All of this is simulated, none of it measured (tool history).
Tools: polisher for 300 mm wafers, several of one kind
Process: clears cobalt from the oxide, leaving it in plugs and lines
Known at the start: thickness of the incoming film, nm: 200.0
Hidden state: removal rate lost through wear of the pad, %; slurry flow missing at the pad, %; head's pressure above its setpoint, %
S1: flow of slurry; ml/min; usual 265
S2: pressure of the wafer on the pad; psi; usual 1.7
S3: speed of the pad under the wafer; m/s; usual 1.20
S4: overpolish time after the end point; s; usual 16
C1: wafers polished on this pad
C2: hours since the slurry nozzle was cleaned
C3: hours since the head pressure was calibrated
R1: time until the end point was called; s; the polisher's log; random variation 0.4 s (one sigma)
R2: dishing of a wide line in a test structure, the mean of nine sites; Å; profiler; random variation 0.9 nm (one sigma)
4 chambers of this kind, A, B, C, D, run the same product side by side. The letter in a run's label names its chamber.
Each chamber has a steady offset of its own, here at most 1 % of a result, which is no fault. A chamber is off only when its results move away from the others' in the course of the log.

run,hour,S1,S2,S3,S4,C1,C2,C3,R1,R2
1D,2.8,265,1.7,1.20,16,330,485.8,346.1,44.598,416.37
2A,7.8,265,1.7,1.20,16,785,276.2,200.6,45.646,416.94
3C,11.8,265,1.7,1.20,16,241,90.5,202.6,44.364,428.09
4B,14.8,265,1.7,1.20,16,370,714.7,58.8,45.151,443.77
5B,18.3,265,1.7,1.20,16,394,718.2,62.3,45.116,429.94
6D,21.4,265,1.7,1.20,16,456,504.4,364.7,44.775,425.43
7A,24.7,265,1.7,1.20,16,899,293.1,217.5,45.100,422.48
8C,28.5,265,1.7,1.20,16,353,107.2,219.3,44.651,429.54
9B,32.4,265,1.7,1.20,16,489,732.3,76.4,44.742,419.34
10A,36.8,265,1.7,1.20,16,981,305.2,229.6,45.000,416.54
# hour 39.5: chamber D: worn pad replaced by a new one
11D,41.5,265,1.7,1.20,16,13,524.5,384.8,44.864,422.30
12C,46.0,265,1.7,1.20,16,472,124.7,236.8,44.429,409.99
# hour 47.5: chamber A: worn pad replaced by a new one
13B,48.5,265,1.7,1.20,16,598,748.4,92.5,45.701,427.39
14C,53.3,265,1.7,1.20,16,521,132.0,244.1,45.177,422.42
15A,57.3,265,1.7,1.20,16,66,325.7,250.1,44.593,407.93
16D,62.6,265,1.7,1.20,16,156,545.6,405.9,44.385,414.08
17B,66.1,265,1.7,1.20,16,716,766.0,110.1,45.302,407.38
18D,70.5,265,1.7,1.60,13,209,553.5,413.8,33.421,432.06
19A,75.9,265,1.7,1.60,13,192,344.3,268.7,33.425,418.58
20C,79.8,265,1.7,1.60,13,700,158.5,270.6,33.348,447.08
# hour 80.4: chamber C: worn pad replaced by a new one
21D,84.8,265,1.7,1.60,13,306,567.8,428.1,33.216,436.01
22C,90.1,265,1.7,1.20,16,66,168.8,280.9,44.111,428.72
23B,95.6,265,1.7,1.20,16,916,795.5,139.6,45.322,417.06
24A,98.2,265,1.7,1.20,16,343,366.6,291.0,45.288,392.53
25B,103.6,265,2.0,1.06,16,970,803.5,147.6,43.100,428.83
26D,107.1,265,2.0,1.06,16,456,590.1,450.4,43.311,447.02
27A,112.3,265,2.0,1.06,16,438,380.7,305.1,43.349,434.35
28C,116.7,265,2.0,1.06,16,245,195.4,307.5,43.364,437.17
29C,120.2,265,1.7,1.20,16,269,198.9,311.0,43.871,421.32
# hour 122.3: chamber D: worn pad replaced by a new one
30D,124.5,265,1.7,1.20,16,15,607.5,467.8,44.663,413.05
31B,128.4,265,1.7,1.34,7,1137,828.3,172.4,40.962,265.44

What goes on in this fleet: one chamber off, a drifting gauge, or nothing beyond the chambers' own small offsets? Name the chamber and the cause, if any.

No chamber stands off beyond its own small offset, and the gauge holds steady.
